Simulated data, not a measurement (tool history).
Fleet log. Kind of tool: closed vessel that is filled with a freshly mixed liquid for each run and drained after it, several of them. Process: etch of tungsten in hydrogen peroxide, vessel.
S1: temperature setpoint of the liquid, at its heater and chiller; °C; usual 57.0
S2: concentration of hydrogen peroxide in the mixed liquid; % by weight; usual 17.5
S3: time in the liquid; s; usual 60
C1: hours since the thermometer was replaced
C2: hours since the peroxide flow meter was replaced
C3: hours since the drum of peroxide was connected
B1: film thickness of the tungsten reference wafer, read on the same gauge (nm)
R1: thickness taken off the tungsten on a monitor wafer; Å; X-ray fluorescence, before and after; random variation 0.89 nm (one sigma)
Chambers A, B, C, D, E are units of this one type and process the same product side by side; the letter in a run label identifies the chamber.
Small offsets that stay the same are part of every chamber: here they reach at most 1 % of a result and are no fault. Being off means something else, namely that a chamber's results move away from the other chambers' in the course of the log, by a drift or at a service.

| run | hour | S1 | S2 | S3 | C1 | C2 | C3 | B1 | R1 |
|---|---|---|---|---|---|---|---|---|---|
| 1B | 6.5 | 57.0 | 17.5 | 60 | 785.7 | 180.9 | 686.0 | 99.989 | 1724.9 |
| 2C | 14.2 | 57.0 | 17.5 | 60 | 945.4 | 397.9 | 401.1 | 100.000 | 1723.7 |
| 3A | 20.6 | 57.0 | 17.5 | 60 | 255.9 | 44.5 | 175.9 | 100.000 | 1706.6 |
| 4E | 29.5 | 57.0 | 17.5 | 60 | 956.7 | 591.8 | 552.7 | 99.983 | 1720.0 |
|  | 30.3 | chamber E: new drum of peroxide connected |
| 5D | 37.3 | 57.0 | 17.5 | 60 | 76.0 | 648.4 | 272.2 | 99.984 | 1733.4 |
|  | 37.4 | chamber C: new drum of peroxide connected |
| 6B | 44.5 | 57.0 | 13.5 | 70 | 823.7 | 218.9 | 724.0 | 100.010 | 1757.6 |
| 7D | 49.9 | 57.0 | 13.5 | 70 | 88.6 | 661.0 | 284.8 | 100.000 | 1755.4 |
| 8A | 55.4 | 57.0 | 13.5 | 70 | 290.7 | 79.3 | 210.7 | 99.963 | 1760.6 |
| 9C | 61.0 | 57.0 | 13.5 | 70 | 992.2 | 444.7 | 23.6 | 99.982 | 1753.4 |
| 10E | 71.8 | 57.0 | 13.5 | 70 | 999.0 | 634.1 | 41.5 | 99.992 | 1776.3 |
| 11D | 81.7 | 57.0 | 17.5 | 60 | 120.4 | 692.8 | 316.6 | 99.997 | 1731.7 |
| 12E | 93.0 | 57.0 | 17.5 | 60 | 1020.2 | 655.3 | 62.7 | 100.030 | 1748.2 |
| 13B | 99.7 | 57.0 | 17.5 | 60 | 878.9 | 274.1 | 779.2 | 100.050 | 1716.8 |
| 14A | 108.2 | 57.0 | 17.5 | 60 | 343.5 | 132.1 | 263.5 | 100.030 | 1715.3 |
| 15C | 119.2 | 57.0 | 17.5 | 60 | 1050.4 | 502.9 | 81.8 | 99.968 | 1712.1 |
| 16E | 128.6 | 57.0 | 17.5 | 45 | 1055.8 | 690.9 | 98.3 | 99.978 | 1309.5 |
| 17B | 136.8 | 57.0 | 17.5 | 45 | 916.0 | 311.2 | 816.3 | 99.988 | 1282.7 |
| 18C | 142.5 | 57.0 | 17.5 | 45 | 1073.7 | 526.2 | 105.1 | 100.010 | 1273.2 |
| 19A | 154.0 | 57.0 | 17.5 | 45 | 389.3 | 177.9 | 309.3 | 100.010 | 1290.5 |
| 20D | 165.7 | 57.0 | 17.5 | 45 | 204.4 | 776.8 | 400.6 | 100.000 | 1287.0 |
| 21A | 177.7 | 57.0 | 17.5 | 60 | 413.0 | 201.6 | 333.0 | 99.989 | 1716.9 |
| 22D | 189.2 | 57.0 | 17.5 | 60 | 227.9 | 800.3 | 424.1 | 99.962 | 1724.6 |
| 23E | 194.9 | 57.0 | 17.5 | 60 | 1122.1 | 757.2 | 164.6 | 99.989 | 1747.4 |
| 24C | 205.9 | 61.0 | 17.5 | 60 | 1137.1 | 589.6 | 168.5 | 100.030 | 2181.2 |
| 25B | 212.0 | 61.0 | 17.5 | 60 | 991.2 | 386.4 | 891.5 | 100.040 | 2117.1 |
| 26B | 221.3 | 61.0 | 17.5 | 60 | 1000.5 | 395.7 | 900.8 | 99.965 | 2130.5 |
| 27D | 229.5 | 61.0 | 17.5 | 60 | 268.2 | 840.6 | 464.4 | 100.000 | 2168.5 |
| 28C | 240.5 | 61.0 | 17.5 | 60 | 1171.7 | 624.2 | 203.1 | 100.000 | 2187.2 |
| 29E | 247.1 | 53.5 | 14.0 | 60 | 1174.3 | 809.4 | 216.8 | 100.010 | 1261.1 |
| 30A | 255.8 | 53.5 | 14.0 | 60 | 491.1 | 279.7 | 411.1 | 100.030 | 1236.0 |
| 31B | 267.6 | 53.5 | 14.0 | 60 | 1046.8 | 442.0 | 947.1 | 99.997 | 1222.2 |
| 32E | 272.9 | 53.5 | 14.0 | 60 | 1200.1 | 835.2 | 242.6 | 100.010 | 1269.6 |
|  | 279.7 | chamber E: peroxide flow meter replaced |
| 33A | 280.8 | 53.5 | 14.0 | 60 | 516.1 | 304.7 | 436.1 | 99.989 | 1240.1 |
|  | 282.3 | chamber A: new drum of peroxide connected |
| 34D | 292.1 | 57.0 | 17.5 | 60 | 330.8 | 903.2 | 527.0 | 100.000 | 1707.3 |
| 35C | 303.8 | 57.0 | 17.5 | 60 | 1235.0 | 687.5 | 266.4 | 99.987 | 1705.6 |
| 36E | 314.4 | 57.0 | 17.5 | 60 | 1241.6 | 34.8 | 284.1 | 100.050 | 1735.3 |
|  | 320.5 | chamber C: peroxide flow meter replaced |
| 37A | 321.4 | 57.0 | 17.5 | 60 | 556.7 | 345.3 | 39.2 | 99.986 | 1719.4 |
| 38B | 332.4 | 57.0 | 21.5 | 60 | 1111.6 | 506.8 | 1011.9 | 99.986 | 1835.7 |
| 39D | 341.6 | 57.0 | 21.5 | 60 | 380.3 | 952.7 | 576.5 | 99.958 | 1914.7 |
| 40C | 347.1 | 57.0 | 21.5 | 60 | 1278.3 | 26.7 | 309.7 | 99.980 | 1906.9 |
| 41B | 358.4 | 57.0 | 21.5 | 60 | 1137.6 | 532.8 | 1037.9 | 100.020 | 1839.8 |
| 42E | 364.2 | 57.0 | 21.5 | 60 | 1291.4 | 84.6 | 333.9 | 99.983 | 1913.1 |

For the next run the whole fleet of 5 chambers uses the same settings. Give each chamber's results:
| 43A | 372.8 | 57.0 | 17.5 | 45 |  |  |  |  | ? |
| 43B | 372.8 | 57.0 | 17.5 | 45 |  |  |  |  | ? |
| 43C | 372.8 | 57.0 | 17.5 | 45 |  |  |  |  | ? |
| 43D | 372.8 | 57.0 | 17.5 | 45 |  |  |  |  | ? |
| 43E | 372.8 | 57.0 | 17.5 | 45 |  |  |  |  | ? |

| run | R1 |
|---|---|
| 43A | 1288.0 |
| 43B | 1230.8 |
| 43C | 1300.3 |
| 43D | 1288.5 |
| 43E | 1298.5 |
